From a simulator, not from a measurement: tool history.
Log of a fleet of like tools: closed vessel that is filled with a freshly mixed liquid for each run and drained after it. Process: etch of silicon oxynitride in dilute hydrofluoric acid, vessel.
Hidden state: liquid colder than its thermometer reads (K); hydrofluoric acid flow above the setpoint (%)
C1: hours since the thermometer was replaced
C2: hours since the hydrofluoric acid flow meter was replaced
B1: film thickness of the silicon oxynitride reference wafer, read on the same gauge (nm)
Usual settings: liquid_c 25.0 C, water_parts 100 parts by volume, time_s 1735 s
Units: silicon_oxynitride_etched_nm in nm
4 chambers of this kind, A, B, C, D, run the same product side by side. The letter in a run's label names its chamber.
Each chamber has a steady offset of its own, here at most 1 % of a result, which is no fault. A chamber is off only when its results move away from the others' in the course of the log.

run 1B hour=12.3 | liquid_c=25.0 water_parts=100 time_s=1735 | C1=125.1 C2=327.3 | B1=119.97 | silicon_oxynitride_etched_nm=50.328
run 2A hour=23.1 | liquid_c=25.0 water_parts=100 time_s=1735 | C1=91.6 C2=740.3 | B1=120.00 | silicon_oxynitride_etched_nm=49.555
run 3D hour=29.7 | liquid_c=25.0 water_parts=100 time_s=1735 | C1=1947.5 C2=1359.6 | B1=119.97 | silicon_oxynitride_etched_nm=51.123
run 4C hour=41.2 | liquid_c=25.0 water_parts=100 time_s=1735 | C1=614.3 C2=571.5 | B1=120.01 | silicon_oxynitride_etched_nm=50.528
run 5C hour=55.6 | liquid_c=25.0 water_parts=100 time_s=1735 | C1=628.7 C2=585.9 | B1=120.00 | silicon_oxynitride_etched_nm=50.188
run 6D hour=68.3 | liquid_c=25.0 water_parts=100 time_s=1735 | C1=1986.1 C2=1398.2 | B1=120.01 | silicon_oxynitride_etched_nm=51.333
run 7A hour=75.8 | liquid_c=25.0 water_parts=100 time_s=1735 | C1=144.3 C2=793.0 | B1=119.97 | silicon_oxynitride_etched_nm=49.316
run 8B hour=87.4 | liquid_c=25.0 water_parts=100 time_s=1735 | C1=200.2 C2=402.4 | B1=120.00 | silicon_oxynitride_etched_nm=49.820
run 9C hour=94.8 | liquid_c=25.0 water_parts=100 time_s=1735 | C1=667.9 C2=625.1 | B1=120.00 | silicon_oxynitride_etched_nm=50.681
run 10D hour=108.0 | liquid_c=25.0 water_parts=100 time_s=1735 | C1=2025.8 C2=1437.9 | B1=119.99 | silicon_oxynitride_etched_nm=50.443
run 11A hour=117.1 | liquid_c=25.0 water_parts=70 time_s=2220 | C1=185.6 C2=834.3 | B1=119.99 | silicon_oxynitride_etched_nm=93.613
run 12B hour=129.1 | liquid_c=25.0 water_parts=70 time_s=2220 | C1=241.9 C2=444.1 | B1=119.99 | silicon_oxynitride_etched_nm=95.514
run 13A hour=142.9 | liquid_c=25.0 water_parts=70 time_s=2220 | C1=211.4 C2=860.1 | B1=120.02 | silicon_oxynitride_etched_nm=95.093
run 14B hour=157.2 | liquid_c=25.0 water_parts=70 time_s=2220 | C1=270.0 C2=472.2 | B1=119.99 | silicon_oxynitride_etched_nm=94.833
run 15D hour=168.0 | liquid_c=25.0 water_parts=100 time_s=965 | C1=2085.8 C2=1497.9 | B1=120.02 | silicon_oxynitride_etched_nm=28.445
run 16C hour=177.9 | liquid_c=25.0 water_parts=100 time_s=965 | C1=751.0 C2=708.2 | B1=120.02 | silicon_oxynitride_etched_nm=27.668
run 17B hour=184.2 | liquid_c=25.0 water_parts=100 time_s=965 | C1=297.0 C2=499.2 | B1=120.01 | silicon_oxynitride_etched_nm=27.716
run 18D hour=193.2 | liquid_c=25.0 water_parts=100 time_s=965 | C1=2111.0 C2=1523.1 | B1=120.03 | silicon_oxynitride_etched_nm=29.121
run 19C hour=200.6 | liquid_c=25.0 water_parts=100 time_s=1735 | C1=773.7 C2=730.9 | B1=119.98 | silicon_oxynitride_etched_nm=49.949
run 20A hour=214.9 | liquid_c=25.0 water_parts=100 time_s=1735 | C1=283.4 C2=932.1 | B1=120.00 | silicon_oxynitride_etched_nm=49.376
run 21D hour=227.3 | liquid_c=25.0 water_parts=100 time_s=1735 | C1=2145.1 C2=1557.2 | B1=119.96 | silicon_oxynitride_etched_nm=52.767
run 22C hour=239.9 | liquid_c=25.0 water_parts=100 time_s=1735 | C1=813.0 C2=770.2 | B1=119.99 | silicon_oxynitride_etched_nm=50.031
run 23B hour=253.4 | liquid_c=25.0 water_parts=100 time_s=1735 | C1=366.2 C2=568.4 | B1=120.00 | silicon_oxynitride_etched_nm=50.992
run 24A hour=262.2 | liquid_c=25.0 water_parts=100 time_s=1735 | C1=330.7 C2=979.4 | B1=119.98 | silicon_oxynitride_etched_nm=49.444
run 25B hour=269.5 | liquid_c=25.0 water_parts=100 time_s=1735 | C1=382.3 C2=584.5 | B1=120.02 | silicon_oxynitride_etched_nm=49.880
run 26D hour=281.6 | liquid_c=25.0 water_parts=100 time_s=1735 | C1=2199.4 C2=1611.5 | B1=120.01 | silicon_oxynitride_etched_nm=53.732
run 27A hour=291.6 | liquid_c=25.0 water_parts=100 time_s=1735 | C1=360.1 C2=1008.8 | B1=120.03 | silicon_oxynitride_etched_nm=49.953
run 28C hour=301.9 | liquid_c=25.0 water_parts=100 time_s=1735 | C1=875.0 C2=832.2 | B1=119.98 | silicon_oxynitride_etched_nm=50.304
run 29D hour=315.6 | liquid_c=25.0 water_parts=100 time_s=1735 | C1=2233.4 C2=1645.5 | B1=120.04 | silicon_oxynitride_etched_nm=52.383
run 30C hour=326.5 | liquid_c=25.0 water_parts=100 time_s=1735 | C1=899.6 C2=856.8 | B1=119.98 | silicon_oxynitride_etched_nm=49.841
run 31B hour=333.8 | liquid_c=20.5 water_parts=145 time_s=1735 | C1=446.6 C2=648.8 | B1=120.01 | silicon_oxynitride_etched_nm=27.442
run 32A hour=347.8 | liquid_c=20.5 water_parts=145 time_s=1735 | C1=416.3 C2=1065.0 | B1=120.00 | silicon_oxynitride_etched_nm=26.454
run 33D hour=357.8 | liquid_c=20.5 water_parts=145 time_s=1735 | C1=2275.6 C2=1687.7 | B1=119.97 | silicon_oxynitride_etched_nm=29.669
run 34A hour=370.4 | liquid_c=20.5 water_parts=145 time_s=1735 | C1=438.9 C2=1087.6 | B1=119.99 | silicon_oxynitride_etched_nm=26.442
run 35B hour=383.9 | liquid_c=25.0 water_parts=100 time_s=1735 | C1=496.7 C2=698.9 | B1=120.03 | silicon_oxynitride_etched_nm=50.644
run 36C hour=390.9 | liquid_c=25.0 water_parts=100 time_s=1735 | C1=964.0 C2=921.2 | B1=120.02 | silicon_oxynitride_etched_nm=50.219
run 37A hour=399.5 | liquid_c=25.0 water_parts=100 time_s=1735 | C1=468.0 C2=1116.7 | B1=120.00 | silicon_oxynitride_etched_nm=50.108
run 38C hour=413.6 | liquid_c=28.0 water_parts=135 time_s=1735 | C1=986.7 C2=943.9 | B1=120.01 | silicon_oxynitride_etched_nm=41.261
run 39B hour=420.8 | liquid_c=28.0 water_parts=135 time_s=1735 | C1=533.6 C2=735.8 | B1=119.99 | silicon_oxynitride_etched_nm=41.541
run 40D hour=434.1 | liquid_c=28.0 water_parts=135 time_s=1735 | C1=2351.9 C2=1764.0 | B1=119.99 | silicon_oxynitride_etched_nm=46.999
run 41C hour=445.5 | liquid_c=28.0 water_parts=135 time_s=1735 | C1=1018.6 C2=975.8 | B1=120.00 | silicon_oxynitride_etched_nm=41.410
run 42D hour=456.1 | liquid_c=25.0 water_parts=100 time_s=1735 | C1=2373.9 C2=1786.0 | B1=120.01 | silicon_oxynitride_etched_nm=56.521
run 43A hour=469.0 | liquid_c=28.5 water_parts=100 time_s=1735 | C1=537.5 C2=1186.2 | B1=119.96 | silicon_oxynitride_etched_nm=58.433

Is one chamber off against the others, does the gauge drift, or is nothing wrong? If a chamber is off, say which, and what the likeliest cause is.

Chamber D drifts away from the others.
Cause: hydrofluoric acid flow above the setpoint (%) = 10.8.
The log may not tell that from: liquid hotter than its thermometer reads (K).

Here are 4 candidates for chamber D's next run, each the usual settings with a change, their results left as question marks. Which one brings its results back in line with what the others give on the usual settings?
In line means no further than this from the other chambers' mean on the usual settings: silicon_oxynitride_etched_nm 1.700 nm
run 44D-1 hour=479.6 | liquid_c=24.5 water_parts=105 time_s=1565 | silicon_oxynitride_etched_nm=?
run 44D-2 hour=479.6 | liquid_c=25.0 water_parts=105 time_s=1630 | silicon_oxynitride_etched_nm=?
run 44D-3 hour=479.6 | liquid_c=29.0 water_parts=100 time_s=1735 | silicon_oxynitride_etched_nm=?
run 44D-4 hour=479.6 | liquid_c=25.0 water_parts=90 time_s=1735 | silicon_oxynitride_etched_nm=?

The other chambers' mean on the usual settings: silicon_oxynitride_etched_nm 50.182 nm
run=44D-1 silicon_oxynitride_etched_nm=47.164
run=44D-2 silicon_oxynitride_etched_nm=50.317
run=44D-3 silicon_oxynitride_etched_nm=68.123
run=44D-4 silicon_oxynitride_etched_nm=63.176
44D-2 brings the chamber back in line.

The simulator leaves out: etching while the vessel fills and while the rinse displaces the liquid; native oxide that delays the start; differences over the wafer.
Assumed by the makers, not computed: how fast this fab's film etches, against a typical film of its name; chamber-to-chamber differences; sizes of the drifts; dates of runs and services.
